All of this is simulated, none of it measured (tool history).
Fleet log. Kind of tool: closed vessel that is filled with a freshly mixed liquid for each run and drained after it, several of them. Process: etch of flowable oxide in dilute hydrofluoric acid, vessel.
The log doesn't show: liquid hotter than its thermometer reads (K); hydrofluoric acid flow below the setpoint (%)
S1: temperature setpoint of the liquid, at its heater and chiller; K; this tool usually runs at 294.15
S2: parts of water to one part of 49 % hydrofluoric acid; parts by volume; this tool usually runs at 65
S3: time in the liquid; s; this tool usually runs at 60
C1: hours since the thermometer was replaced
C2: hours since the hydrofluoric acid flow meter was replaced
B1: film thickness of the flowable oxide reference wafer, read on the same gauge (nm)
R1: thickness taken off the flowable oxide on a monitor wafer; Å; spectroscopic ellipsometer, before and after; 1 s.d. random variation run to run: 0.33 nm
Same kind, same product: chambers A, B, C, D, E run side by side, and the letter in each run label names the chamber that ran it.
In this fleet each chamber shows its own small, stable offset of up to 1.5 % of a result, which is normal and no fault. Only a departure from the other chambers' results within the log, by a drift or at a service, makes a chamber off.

| run | hour | S1 | S2 | S3 | C1 | C2 | B1 | R1 |
|---|---|---|---|---|---|---|---|---|
| 1B | 9.0 | 294.15 | 65 | 60 | 882.3 | 128.9 | 40.022 | 462.23 |
| 2E | 19.6 | 294.15 | 65 | 60 | 54.9 | 1455.4 | 40.010 | 451.48 |
| 3D | 29.8 | 294.15 | 65 | 60 | 1788.3 | 85.3 | 40.013 | 456.21 |
|  | 32.8 | chamber A: hydrofluoric acid flow meter replaced |
| 4C | 39.1 | 294.15 | 65 | 60 | 272.5 | 212.9 | 39.979 | 458.59 |
| 5A | 46.8 | 294.15 | 65 | 60 | 985.4 | 14.1 | 40.005 | 452.24 |
| 6C | 52.9 | 294.15 | 65 | 60 | 286.3 | 226.7 | 39.946 | 453.45 |
| 7E | 63.3 | 294.15 | 65 | 60 | 98.6 | 1499.1 | 39.999 | 449.00 |
| 8B | 69.3 | 294.15 | 65 | 60 | 942.6 | 189.2 | 40.020 | 460.09 |
| 9A | 75.0 | 294.15 | 65 | 60 | 1013.6 | 42.3 | 40.025 | 454.26 |
| 10D | 82.9 | 294.15 | 65 | 60 | 1841.4 | 138.4 | 39.977 | 457.05 |
| 11B | 91.4 | 294.15 | 65 | 60 | 964.7 | 211.3 | 40.006 | 460.67 |
| 12E | 98.7 | 294.15 | 65 | 60 | 134.0 | 1534.5 | 39.985 | 451.06 |
| 13D | 105.9 | 294.15 | 65 | 60 | 1864.4 | 161.4 | 39.992 | 456.04 |
| 14C | 114.4 | 294.15 | 65 | 60 | 347.8 | 288.2 | 40.037 | 463.42 |
| 15A | 120.7 | 294.15 | 65 | 60 | 1059.3 | 88.0 | 39.975 | 445.88 |
| 16E | 128.6 | 294.15 | 65 | 60 | 163.9 | 1564.4 | 40.034 | 444.40 |
| 17D | 136.2 | 294.15 | 75 | 35 | 1894.7 | 191.7 | 39.984 | 225.65 |
| 18B | 141.5 | 294.15 | 75 | 35 | 1014.8 | 261.4 | 39.981 | 229.06 |
| 19C | 148.3 | 294.15 | 75 | 35 | 381.7 | 322.1 | 40.024 | 230.99 |
| 20A | 155.9 | 294.15 | 75 | 35 | 1094.5 | 123.2 | 40.007 | 225.04 |
|  | 162.0 | chamber A: thermometer replaced |
| 21D | 163.7 | 294.15 | 75 | 35 | 1922.2 | 219.2 | 39.948 | 228.00 |
| 22B | 172.8 | 294.15 | 65 | 60 | 1046.1 | 292.7 | 39.990 | 460.66 |
| 23C | 180.0 | 294.15 | 65 | 60 | 413.4 | 353.8 | 39.989 | 468.39 |
| 24A | 187.2 | 294.15 | 65 | 60 | 25.2 | 154.5 | 40.003 | 446.02 |
| 25E | 192.2 | 294.15 | 65 | 60 | 227.5 | 1628.0 | 40.002 | 446.59 |
| 26E | 199.3 | 294.15 | 65 | 60 | 234.6 | 1635.1 | 39.992 | 452.96 |
| 27B | 208.5 | 294.15 | 65 | 60 | 1081.8 | 328.4 | 39.996 | 460.69 |
| 28D | 214.3 | 294.15 | 65 | 60 | 1972.8 | 269.8 | 39.981 | 455.19 |
| 29C | 222.1 | 294.15 | 65 | 60 | 455.5 | 395.9 | 40.021 | 478.19 |
| 30A | 232.1 | 294.15 | 65 | 60 | 70.1 | 199.4 | 40.015 | 450.23 |
| 31D | 238.0 | 294.15 | 45 | 50 | 1996.5 | 293.5 | 39.980 | 559.14 |
| 32C | 246.9 | 294.15 | 45 | 50 | 480.3 | 420.7 | 39.984 | 583.90 |
| 33B | 257.2 | 294.15 | 45 | 50 | 1130.5 | 377.1 | 40.039 | 572.53 |
| 34E | 263.1 | 294.15 | 45 | 50 | 298.4 | 1698.9 | 39.999 | 556.02 |
| 35A | 269.6 | 294.15 | 45 | 50 | 107.6 | 236.9 | 39.989 | 548.99 |
| 36C | 275.0 | 294.15 | 65 | 60 | 508.4 | 448.8 | 39.974 | 478.35 |
| 37B | 281.0 | 294.15 | 65 | 60 | 1154.3 | 400.9 | 39.995 | 458.03 |
| 38E | 289.4 | 294.15 | 65 | 60 | 324.7 | 1725.2 | 39.996 | 446.47 |
| 39A | 294.0 | 294.15 | 65 | 60 | 132.0 | 261.3 | 39.978 | 445.04 |
| 40D | 302.6 | 294.15 | 65 | 60 | 2061.1 | 358.1 | 39.972 | 457.83 |
| 41A | 308.4 | 294.15 | 65 | 60 | 146.4 | 275.7 | 39.969 | 440.36 |
| 42D | 318.5 | 297.15 | 65 | 60 | 2077.0 | 374.0 | 39.985 | 512.29 |
| 43B | 329.0 | 297.15 | 65 | 60 | 1202.3 | 448.9 | 39.999 | 525.67 |

Next, every chamber runs the same settings. What will each give?
| 44A | 336.6 | 294.15 | 65 | 60 |  |  |  | ? |
| 44B | 336.6 | 294.15 | 65 | 60 |  |  |  | ? |
| 44C | 336.6 | 294.15 | 65 | 60 |  |  |  | ? |
| 44D | 336.6 | 294.15 | 65 | 60 |  |  |  | ? |
| 44E | 336.6 | 294.15 | 65 | 60 |  |  |  | ? |

| run | R1 |
|---|---|
| 44A | 448.29 |
| 44B | 459.68 |
| 44C | 488.66 |
| 44D | 452.86 |
| 44E | 445.05 |
